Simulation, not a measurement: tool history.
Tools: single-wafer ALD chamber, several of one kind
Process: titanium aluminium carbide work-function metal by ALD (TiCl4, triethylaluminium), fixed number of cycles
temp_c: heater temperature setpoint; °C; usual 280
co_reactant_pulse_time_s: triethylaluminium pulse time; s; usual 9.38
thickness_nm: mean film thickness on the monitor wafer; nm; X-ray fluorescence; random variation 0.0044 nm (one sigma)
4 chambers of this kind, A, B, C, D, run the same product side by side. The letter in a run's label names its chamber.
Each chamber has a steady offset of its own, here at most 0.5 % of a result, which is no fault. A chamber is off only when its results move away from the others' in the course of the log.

| run | hour | temp_c | co_reactant_pulse_time_s | hours since the last thermocouple change | hours since the last triethylaluminium bottle change | read-back reference wafer on the same gauge, thickness_nm | thickness_nm |
|---|---|---|---|---|---|---|---|
| 1D | 8.7 | 280 | 9.38 | 729.5 | 640.2 | 1.4597 | 1.8096 |
| 2C | 13.8 | 280 | 9.38 | 2769.8 | 306.5 | 1.4594 | 1.8130 |
| 3A | 22.2 | 280 | 9.38 | 1163.8 | 677.9 | 1.4600 | 1.8035 |
| 4B | 29.6 | 280 | 9.38 | 427.5 | 534.1 | 1.4599 | 1.8074 |
| 5A | 34.4 | 280 | 10.78 | 1176.0 | 690.1 | 1.4599 | 1.8255 |
| 6D | 39.9 | 280 | 10.78 | 760.7 | 671.4 | 1.4596 | 1.8391 |
| 7B | 48.1 | 280 | 10.78 | 446.0 | 552.6 | 1.4600 | 1.8367 |
| 8C | 54.1 | 280 | 10.78 | 2810.1 | 346.8 | 1.4610 | 1.8484 |
| 9C | 58.7 | 280 | 9.38 | 2814.7 | 351.4 | 1.4596 | 1.8090 |
| 10A | 66.9 | 286 | 9.38 | 1208.5 | 722.6 | 1.4597 | 1.8484 |
| 11D | 73.4 | 286 | 9.38 | 794.2 | 704.9 | 1.4603 | 1.8554 |
| 12B | 81.6 | 286 | 9.38 | 479.5 | 586.1 | 1.4604 | 1.8583 |
| 13B | 88.8 | 286 | 9.38 | 486.7 | 593.3 | 1.4597 | 1.8710 |
|  | 90.8 | chamber A: thermocouple changed; heater temperature recalibrated |
| 14D | 97.8 | 280 | 9.38 | 818.6 | 729.3 | 1.4596 | 1.8097 |
| 15A | 102.6 | 280 | 9.38 | 11.8 | 758.3 | 1.4602 | 1.8049 |
| 16C | 107.8 | 280 | 9.38 | 2863.8 | 400.5 | 1.4596 | 1.8211 |
| 17D | 114.9 | 280 | 9.38 | 835.7 | 746.4 | 1.4605 | 1.8050 |
| 18B | 120.8 | 280 | 9.38 | 518.7 | 625.3 | 1.4612 | 1.8149 |
| 19A | 127.5 | 280 | 9.38 | 36.7 | 783.2 | 1.4607 | 1.8022 |
| 20C | 132.2 | 280 | 9.38 | 2888.2 | 424.9 | 1.4603 | 1.8104 |
| 21A | 138.4 | 280 | 9.38 | 47.6 | 794.1 | 1.4610 | 1.8081 |
| 22C | 144.2 | 280 | 9.38 | 2900.2 | 436.9 | 1.4600 | 1.8138 |
| 23D | 148.7 | 280 | 9.38 | 869.5 | 780.2 | 1.4604 | 1.8026 |
| 24B | 155.0 | 280 | 9.38 | 552.9 | 659.5 | 1.4586 | 1.8108 |
| 25B | 160.9 | 280 | 9.38 | 558.8 | 665.4 | 1.4607 | 1.8084 |
| 26A | 165.6 | 280 | 9.38 | 74.8 | 821.3 | 1.4614 | 1.8036 |
| 27D | 172.4 | 280 | 9.38 | 893.2 | 803.9 | 1.4592 | 1.8126 |

Is one chamber off against the others, does the gauge drift, or is nothing wrong? If a chamber is off, say which, and what the likeliest cause is.

No chamber stands off beyond its own small offset, and the gauge holds steady.
